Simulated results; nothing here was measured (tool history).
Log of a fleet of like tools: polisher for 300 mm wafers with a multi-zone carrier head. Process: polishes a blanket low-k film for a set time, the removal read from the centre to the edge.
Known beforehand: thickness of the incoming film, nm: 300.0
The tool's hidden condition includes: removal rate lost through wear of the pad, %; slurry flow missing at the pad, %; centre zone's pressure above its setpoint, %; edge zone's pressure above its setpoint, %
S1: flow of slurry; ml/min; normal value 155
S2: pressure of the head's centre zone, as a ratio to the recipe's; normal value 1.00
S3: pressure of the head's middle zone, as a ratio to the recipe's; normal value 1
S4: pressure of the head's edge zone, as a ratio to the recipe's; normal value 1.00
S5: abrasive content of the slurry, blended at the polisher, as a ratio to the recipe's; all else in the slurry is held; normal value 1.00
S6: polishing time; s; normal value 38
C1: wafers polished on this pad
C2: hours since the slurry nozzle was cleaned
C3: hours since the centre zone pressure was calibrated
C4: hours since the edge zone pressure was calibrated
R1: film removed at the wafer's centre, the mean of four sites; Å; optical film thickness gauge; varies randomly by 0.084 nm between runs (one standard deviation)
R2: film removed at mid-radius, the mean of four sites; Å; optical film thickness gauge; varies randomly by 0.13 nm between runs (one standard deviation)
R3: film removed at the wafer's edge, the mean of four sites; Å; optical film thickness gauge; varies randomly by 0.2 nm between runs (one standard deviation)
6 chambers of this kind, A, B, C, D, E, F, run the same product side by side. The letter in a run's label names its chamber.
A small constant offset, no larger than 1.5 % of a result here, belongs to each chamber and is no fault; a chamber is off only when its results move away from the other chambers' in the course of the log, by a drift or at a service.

run,hour,S1,S2,S3,S4,S5,S6,C1,C2,C3,C4,R1,R2,R3
1E,4.5,155,1.00,1,1.00,1.00,38,428,328.2,498.1,1193.8,134.29,133.03,135.50
2B,6.8,155,1.00,1,1.00,1.00,38,876,413.7,536.4,1016.4,133.63,137.47,132.78
# hour 7.6: chamber C: worn pad replaced by a new one
3A,9.3,155,1.00,1,1.00,1.00,38,175,24.4,1216.9,87.6,133.29,133.55,131.83
4C,13.3,155,1.00,1,1.00,1.00,38,85,29.4,325.6,232.3,133.91,136.22,134.55
5F,15.8,155,1.00,1,1.00,1.00,38,511,275.3,741.5,86.5,135.06,134.51,133.01
6D,18.7,155,1.00,1,1.00,1.00,38,613,146.8,89.9,494.3,133.38,131.77,132.02
# hour 19.6: chamber D: worn pad replaced by a new one
# hour 22.0: chamber D: edge zone pressure recalibrated
7D,22.9,155,1.00,1,1.00,1.00,38,50,151.0,94.1,1.0,131.51,129.94,130.04
# hour 23.3: chamber B: worn pad replaced by a new one
# hour 23.4: chamber E: worn pad replaced by a new one
# hour 24.1: chamber F: worn pad replaced by a new one
# hour 27.0: chamber E: edge zone pressure recalibrated
8B,27.3,155,1.00,1,1.00,1.00,38,60,434.2,556.9,1036.9,131.73,135.52,133.57
# hour 29.1: chamber E: centre zone pressure recalibrated
9C,31.6,155,1.00,1,1.00,1.00,38,356,47.7,343.9,250.6,135.01,135.93,134.12
10F,34.9,155,1.00,1,1.00,1.00,38,160,294.4,760.6,105.6,134.45,135.74,136.27
11E,38.3,155,1.00,1,1.00,1.00,38,221,362.0,9.2,11.3,135.17,133.18,134.55
12A,41.3,155,1.00,1,1.00,1.00,38,648,56.4,1248.9,119.6,133.30,132.26,132.06
# hour 42.6: chamber F: centre zone pressure recalibrated
# hour 43.9: chamber A: worn pad replaced by a new one
13D,44.4,155,1.00,1,1.00,1.00,38,368,172.5,115.6,22.5,133.84,132.33,134.96
# hour 46.9: chamber F: slurry nozzle cleaned
14F,48.5,155,1.00,1,1.00,1.00,38,362,1.7,5.9,119.2,141.81,132.59,131.01
15B,51.9,155,1.00,1,1.00,1.00,38,424,458.8,581.5,1061.5,132.66,135.27,132.22
16C,54.1,155,1.00,1,1.00,1.00,38,689,70.2,366.4,273.1,135.38,134.86,131.89
17A,57.0,155,1.00,1,1.00,1.00,38,193,72.1,1264.6,135.3,132.93,131.50,133.94
# hour 59.9: chamber D: worn pad replaced by a new one
18E,60.5,155,1.00,1,1.00,1.00,38,549,384.2,31.4,33.5,132.90,133.82,136.61
19A,63.6,155,1.00,1,1.00,1.00,38,291,78.7,1271.2,141.9,134.03,134.17,134.10
# hour 67.1: chamber E: slurry nozzle cleaned
20F,68.0,155,1.00,1,1.00,1.00,38,650,21.2,25.4,138.7,141.03,136.51,131.79
# hour 72.2: chamber E: worn pad replaced by a new one
21E,72.3,155,1.00,1,1.00,1.00,38,2,5.3,43.2,45.3,135.09,135.18,137.17
22D,76.4,155,1.00,1,1.00,1.00,38,245,204.5,147.6,54.5,134.25,130.73,133.30
# hour 78.3: chamber F: worn pad replaced by a new one
23B,81.1,155,1.00,1,1.00,1.00,38,856,488.0,610.7,1090.7,132.78,136.71,130.90
24C,85.5,155,1.00,1,1.00,1.00,38,1153,101.6,397.8,304.5,134.90,133.27,135.50
# hour 88.5: chamber A: worn pad replaced by a new one
25D,89.0,155,1.00,1,1.00,1.00,38,431,217.1,160.2,67.1,132.99,132.91,132.21
26C,92.2,155,1.00,1,1.00,1.00,38,1252,108.3,404.5,311.2,132.87,130.80,134.76
# hour 94.2: chamber C: worn pad replaced by a new one
# hour 94.4: chamber A: centre zone pressure recalibrated
27A,97.1,155,1.00,1,1.00,1.00,38,127,112.2,2.8,175.4,133.79,132.89,135.99
# hour 98.3: chamber B: worn pad replaced by a new one
28E,101.0,155,1.00,1,1.00,1.00,38,426,34.0,71.9,74.0,135.38,132.49,134.35
# hour 101.6: chamber D: slurry nozzle cleaned
# hour 103.5: chamber D: worn pad replaced by a new one
29B,105.9,155,1.00,1,1.00,1.00,38,113,512.8,635.5,1115.5,133.60,135.96,134.23
30F,110.2,155,1.00,1,1.00,1.00,38,472,63.4,67.6,180.9,140.57,136.51,137.29
31D,112.7,155,1.05,1,1.00,1.00,38,136,11.2,183.9,90.8,142.48,132.03,131.17
32F,115.5,155,1.05,1,1.00,1.00,38,550,68.7,72.9,186.2,147.58,133.79,137.75
33A,119.0,155,1.05,1,1.00,1.00,38,451,134.1,24.7,197.3,140.51,136.40,136.95
34C,123.1,155,1.05,1,1.00,1.00,38,427,139.2,435.4,342.1,140.34,132.10,132.88
# hour 123.4: chamber E: worn pad replaced by a new one
# hour 125.1: chamber F: worn pad replaced by a new one
35E,125.3,155,1.05,1,1.00,1.00,38,28,58.3,96.2,98.3,141.91,133.26,132.32
36B,130.0,155,1.05,1,1.00,1.00,38,469,536.9,659.6,1139.6,139.35,136.97,134.46
37F,133.9,155,1.00,1,0.96,1.00,50,130,87.1,91.3,204.6,185.27,177.98,169.89

What goes on in this fleet: one chamber off, a drifting gauge, or nothing beyond the chambers' own small offsets? Name the chamber and the cause, if any.

A service on chamber F put it out of line with the rest.
Most likely cause: centre zone's pressure above its setpoint, % = 4.31.

Below are 4 candidate recipes for chamber F's next run, each the usual settings with a change, their results shown as question marks. Which of them brings F's results back in line with what the other chambers give on the usual settings?
Counts as in line when no further than this from what the other chambers average on the usual settings: R1 2.90 Å; R2 4.40 Å; R3 7.00 Å
38F-1,137.4,160,1.04,1,0.98,1.00,38,,,,,?,?,?
38F-2,137.4,155,0.99,1,1.00,1.00,38,,,,,?,?,?
38F-3,137.4,155,1.01,1,1.00,1.00,38,,,,,?,?,?
38F-4,137.4,150,0.96,1,1.02,1.00,38,,,,,?,?,?

The other chambers' mean on the usual settings: R1 133.56 Å; R2 133.67 Å; R3 133.72 Å
run,R1,R2,R3
38F-1,148.75,136.05,133.00
38F-2,140.13,135.30,133.86
38F-3,143.20,135.29,133.86
38F-4,134.60,134.50,134.66
With 38F-4, the chamber falls back in line with the rest.

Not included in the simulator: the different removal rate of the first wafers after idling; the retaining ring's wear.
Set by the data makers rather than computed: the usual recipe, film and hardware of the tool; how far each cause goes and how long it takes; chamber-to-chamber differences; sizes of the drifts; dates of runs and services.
